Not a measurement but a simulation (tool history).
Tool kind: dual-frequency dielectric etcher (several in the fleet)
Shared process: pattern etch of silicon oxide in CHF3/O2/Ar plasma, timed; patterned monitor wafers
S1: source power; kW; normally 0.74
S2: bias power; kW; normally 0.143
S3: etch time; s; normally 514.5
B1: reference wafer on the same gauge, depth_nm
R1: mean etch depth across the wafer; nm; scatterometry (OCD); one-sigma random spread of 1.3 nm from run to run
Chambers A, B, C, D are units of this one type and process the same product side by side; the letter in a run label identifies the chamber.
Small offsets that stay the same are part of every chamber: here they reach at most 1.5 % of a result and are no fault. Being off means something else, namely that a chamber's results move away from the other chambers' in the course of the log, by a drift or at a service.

run,hour,S1,S2,S3,B1,R1
1D,4.7,0.74,0.143,514.5,899.56,1013.3
2A,14.6,0.74,0.143,514.5,899.74,1037.8
3B,22.8,0.74,0.143,514.5,899.6,1024.4
4C,29.4,0.74,0.143,514.5,899.57,1024.1
# hour 36.1: chamber D: wet clean of the chamber
5B,40,0.74,0.143,514.5,898.84,1026.3
6D,47.4,0.74,0.169,439.5,898.71,914.61
7A,54.8,0.74,0.169,439.5,898.84,931.87
8C,63.6,0.74,0.169,439.5,898.63,919.74
9D,70.7,0.74,0.169,439.5,898.44,914.71
10A,77.6,0.74,0.143,514.5,898.28,1034.8
# hour 82.9: chamber A: wet clean of the chamber
11B,84.1,0.74,0.143,514.5,898.23,1024.1
12C,92.9,0.74,0.143,514.5,898.09,1019.9
13A,103.5,0.81,0.143,606.5,897.78,1259.5
14D,109.7,0.81,0.143,606.5,897.59,1237
15B,114.8,0.81,0.143,606.5,897.61,1251.9
16C,125.1,0.81,0.143,606.5,897.15,1248.6
17B,134.2,0.74,0.143,514.5,897.11,1021.9
18D,140,0.56,0.143,514.5,897.26,911.57
19A,149.2,0.56,0.143,514.5,896.69,927.18
# hour 153.1: chamber B: wet clean of the chamber
20C,158.6,0.56,0.143,514.5,896.93,914.36
21D,164.1,0.56,0.143,514.5,896.59,908.97
22C,169.9,0.74,0.143,514.5,896.54,1021.2
23B,178.2,0.74,0.143,514.5,896.24,1025.1
24A,186.9,0.74,0.143,514.5,896.24,1033.6
25B,193.8,0.74,0.143,514.5,895.97,1020.4
26C,203.7,0.74,0.143,514.5,895.69,1015.7
27D,210.9,0.74,0.143,514.5,895.64,1011.6
28A,216.1,0.74,0.143,514.5,895.34,1031.8

One chamber off, gauge drift, or nothing amiss beyond the chambers' own small offsets? If it is a chamber, which one, and what is the likeliest cause?

Gauge drift. The chambers move together only on paper, and none stands off.
Likeliest cause: gauge reads low (%) = 0.523.

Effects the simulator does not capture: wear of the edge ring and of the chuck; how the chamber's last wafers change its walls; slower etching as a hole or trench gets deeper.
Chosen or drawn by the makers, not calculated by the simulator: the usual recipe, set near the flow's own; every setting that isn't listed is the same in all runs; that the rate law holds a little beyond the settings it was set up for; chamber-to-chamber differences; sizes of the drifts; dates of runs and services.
